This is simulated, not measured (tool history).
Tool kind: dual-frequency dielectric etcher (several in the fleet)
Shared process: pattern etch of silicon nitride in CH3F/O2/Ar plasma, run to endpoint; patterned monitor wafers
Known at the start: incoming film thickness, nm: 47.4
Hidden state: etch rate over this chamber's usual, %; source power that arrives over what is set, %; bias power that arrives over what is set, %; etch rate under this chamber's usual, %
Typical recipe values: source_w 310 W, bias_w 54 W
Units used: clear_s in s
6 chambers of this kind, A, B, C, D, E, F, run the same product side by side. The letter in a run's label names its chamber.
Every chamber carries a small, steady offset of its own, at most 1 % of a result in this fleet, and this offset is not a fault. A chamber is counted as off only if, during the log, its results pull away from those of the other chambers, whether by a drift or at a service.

run	hour	source_w	bias_w	hours since the last wet clean	hours since the last source power generator calibration	hours since the last bias power generator calibration	clear_s
1D	5.5	310	54	313.5	6.1	2501.7	83.974
2F	9.9	310	54	200.3	992.9	2997.3	82.270
3B	16.1	310	54	496.5	4211.6	2175.8	83.623
4C	21.0	310	54	124.5	1765.4	2414.9	83.309
5E	27.5	310	54	89.2	3929.7	1920.6	82.414
6A	31.3	310	54	316.7	1353.1	1632.8	82.445
7E	36.0	340	65	97.7	3938.2	1929.1	75.597
8A	39.3	340	65	324.7	1361.1	1640.8	76.193
9F	46.3	340	65	236.7	1029.3	3033.7	75.656
10B	51.3	340	65	531.7	4246.8	2211.0	75.672
11D	54.8	340	65	362.8	55.4	2551.0	75.146
12C	58.1	340	65	161.6	1802.5	2452.0	75.241
13B	63.9	310	54	544.3	4259.4	2223.6	83.302
14C	68.4	310	54	171.9	1812.8	2462.3	82.907
15D	74.6	310	54	382.6	75.2	2570.8	82.799
16A	81.7	310	54	367.1	1403.5	1683.2	83.918
17F	85.3	310	54	275.7	1068.3	3072.7	84.336
18E	91.4	310	54	153.1	3993.6	1984.5	83.346
# hour 92.2: chamber B: wet clean of the chamber
19C	95.1	310	54	198.6	1839.5	2489.0	82.588
20A	99.7	310	54	385.1	1421.5	1701.2	83.102
21E	106.5	310	54	168.2	4008.7	1999.6	84.109
22B	111.5	340	67	19.3	4307.0	2271.2	74.199
23D	116.0	340	67	424.0	116.6	2612.2	76.150
24F	121.6	340	67	312.0	1104.6	3109.0	75.375
25E	128.0	340	67	189.7	4030.2	2021.1	75.761
26B	132.6	340	67	40.4	4328.1	2292.3	75.791
27A	138.0	340	67	423.4	1459.8	1739.5	75.232
28C	144.0	310	54	247.5	1888.4	2537.9	83.699
29D	149.5	310	54	457.5	150.1	2645.7	83.088
30F	154.0	310	54	344.4	1137.0	3141.4	83.583
31A	158.9	310	54	444.3	1480.7	1760.4	83.957
32F	164.9	310	54	355.3	1147.9	3152.3	83.422
33B	171.2	310	54	79.0	4366.7	2330.9	83.124
34E	178.4	310	54	240.1	4080.6	2071.5	82.932
35D	182.9	310	42	490.9	183.5	2679.1	90.571
36C	187.6	310	42	291.1	1932.0	2581.5	90.629

Read the log: is a single chamber off, either drifting away or since a service, is the gauge that measures every chamber drifting, or is nothing wrong beyond small per-chamber offsets? Name any odd chamber and what most likely caused it.

Beyond each chamber's small constant offset nothing stands out, and the gauge stays steady.
